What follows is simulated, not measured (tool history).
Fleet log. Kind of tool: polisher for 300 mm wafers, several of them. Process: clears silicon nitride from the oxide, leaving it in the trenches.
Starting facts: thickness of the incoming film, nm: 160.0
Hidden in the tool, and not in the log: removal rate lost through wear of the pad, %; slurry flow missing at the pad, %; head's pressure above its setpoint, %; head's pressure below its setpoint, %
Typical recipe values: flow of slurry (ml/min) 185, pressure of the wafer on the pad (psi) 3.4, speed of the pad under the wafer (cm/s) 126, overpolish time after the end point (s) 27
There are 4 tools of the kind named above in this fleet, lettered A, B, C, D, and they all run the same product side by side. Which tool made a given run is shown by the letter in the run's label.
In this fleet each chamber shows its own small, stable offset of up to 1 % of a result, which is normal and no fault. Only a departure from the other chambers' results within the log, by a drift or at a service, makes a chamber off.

run,day,flow of slurry (ml/min),pressure of the wafer on the pad (psi),speed of the pad under the wafer (cm/s),overpolish time after the end point (s),wafers polished on this pad,hours since the slurry nozzle was cleaned,hours since the head pressure was calibrated,time until the end point was called (s)
# day 0.354: chamber B: worn pad replaced by a new one
1C,0.408,185,3.4,126,27,1219,815.0,522.8,109.100
2A,0.850,185,3.4,126,27,441,88.4,737.6,105.070
# day 1.221: chamber C: worn pad replaced by a new one
3B,1.475,185,3.4,126,27,250,83.7,160.7,106.130
4D,2.083,185,3.4,126,27,765,271.5,388.0,103.610
5D,2.483,185,3.4,126,27,854,281.1,397.6,106.040
6B,3.017,185,3.4,126,27,593,120.7,197.7,104.370
# day 3.192: chamber C: slurry nozzle cleaned
7C,3.312,185,3.4,126,27,466,3.0,592.5,103.620
8A,3.846,185,3.4,126,27,1109,160.3,809.5,105.240
9A,4.312,185,3.4,126,27,1213,171.5,820.7,105.960
# day 4.567: chamber A: worn pad replaced by a new one
# day 4.608: chamber B: worn pad replaced by a new one
10B,4.808,185,3.4,126,27,44,163.7,240.7,104.190
11D,5.275,220,3.4,126,17,1476,348.1,464.6,100.680
# day 5.338: chamber D: worn pad replaced by a new one
12C,5.742,220,3.4,126,17,1007,61.3,650.8,104.060
13B,6.204,220,3.4,126,17,356,197.2,274.2,102.610
14C,6.642,220,3.4,126,17,1208,82.9,672.4,101.790
15D,6.942,185,3.4,126,27,358,388.1,504.6,106.950
16A,7.254,185,3.4,126,14,599,242.1,891.3,105.400
# day 7.358: chamber B: head pressure recalibrated
# day 7.671: chamber C: worn pad replaced by a new one
17A,7.883,185,3.4,126,14,739,257.2,906.4,102.220
# day 8.358: chamber B: worn pad replaced by a new one
18C,8.479,185,3.4,126,14,180,127.0,716.5,105.250
19B,8.867,185,3.4,126,14,113,261.1,36.2,103.860
20D,9.454,185,3.4,126,27,918,448.4,564.9,106.680
21A,9.900,185,3.4,126,27,1189,305.6,954.8,104.190
22C,10.483,185,3.4,126,27,627,175.1,764.6,105.860
# day 10.550: chamber C: head pressure recalibrated
# day 10.738: chamber D: slurry nozzle cleaned
23D,10.867,185,3.4,106,27,1232,3.2,598.8,131.470
# day 11.025: chamber A: worn pad replaced by a new one
# day 11.196: chamber D: worn pad replaced by a new one
24B,11.233,185,3.4,106,27,641,317.9,93.0,126.550
25D,11.750,185,3.4,106,27,123,24.4,620.0,130.850
26B,12.346,185,3.4,106,27,889,344.6,119.7,123.730
27A,12.662,185,3.4,126,27,365,371.9,1021.1,104.840
# day 12.717: chamber B: worn pad replaced by a new one
28C,13.221,185,3.4,126,27,1237,240.8,64.2,104.510
# day 13.271: chamber C: worn pad replaced by a new one
29A,13.725,185,3.4,126,27,602,397.4,1046.6,101.860
30D,14.142,185,3.4,126,27,656,81.8,677.4,108.320
31C,14.446,185,3.4,126,27,261,270.2,93.6,106.410
32B,14.792,185,3.4,126,27,463,403.3,178.4,104.720
33D,15.367,245,3.4,126,27,929,111.2,706.8,106.290
34C,15.912,245,3.4,126,27,588,305.4,128.8,103.820
35A,16.217,245,3.4,126,27,1158,457.2,1106.4,101.160
36B,16.792,245,3.4,126,27,908,451.3,226.4,101.510
# day 16.838: chamber B: worn pad replaced by a new one
37A,17.154,185,3.4,126,27,1366,479.7,1128.9,106.480
# day 17.179: chamber A: worn pad replaced by a new one
38B,17.525,185,3.4,126,27,153,468.9,244.0,105.940
# day 18.071: chamber D: worn pad replaced by a new one
39C,18.083,185,3.4,126,27,1072,357.5,180.9,104.090
40D,18.354,185,3.4,126,27,63,182.9,778.5,110.760
41D,18.792,185,2.4,126,27,160,193.4,789.0,156.830
42C,19.121,185,2.4,126,27,1303,382.4,205.8,153.330
# day 19.421: chamber A: slurry nozzle cleaned
43A,19.642,185,2.4,126,27,549,5.3,1188.6,149.000
44B,20.046,185,2.4,126,27,715,529.4,304.5,144.730

What goes on in this fleet: one chamber off, a drifting gauge, or nothing beyond the chambers' own small offsets? Name the chamber and the cause, if any.

Chamber D drifts away from the others.
Most likely cause: head's pressure below its setpoint, % = 7.04.

Which of the 4 candidates below, each the usual settings with something changed and its results left as question marks, puts chamber D back in line with what the other chambers give on the usual settings?
Counts as in line when no further than this from what the other chambers average on the usual settings: time until the end point was called (s) 5.100
45D-1,20.496,185,3.1,126,27,,,,?
45D-2,20.496,185,3.1,116,27,,,,?
45D-3,20.496,185,3.5,130,27,,,,?
45D-4,20.496,190,3.4,146,27,,,,?

Other chambers, usual settings, mean: time until the end point was called (s) 104.970
run,time until the end point was called (s)
45D-1,125.060
45D-2,135.940
45D-3,107.260
45D-4,97.876
The right change is 45D-3: it brings the chamber back within the allowed miss of the others.

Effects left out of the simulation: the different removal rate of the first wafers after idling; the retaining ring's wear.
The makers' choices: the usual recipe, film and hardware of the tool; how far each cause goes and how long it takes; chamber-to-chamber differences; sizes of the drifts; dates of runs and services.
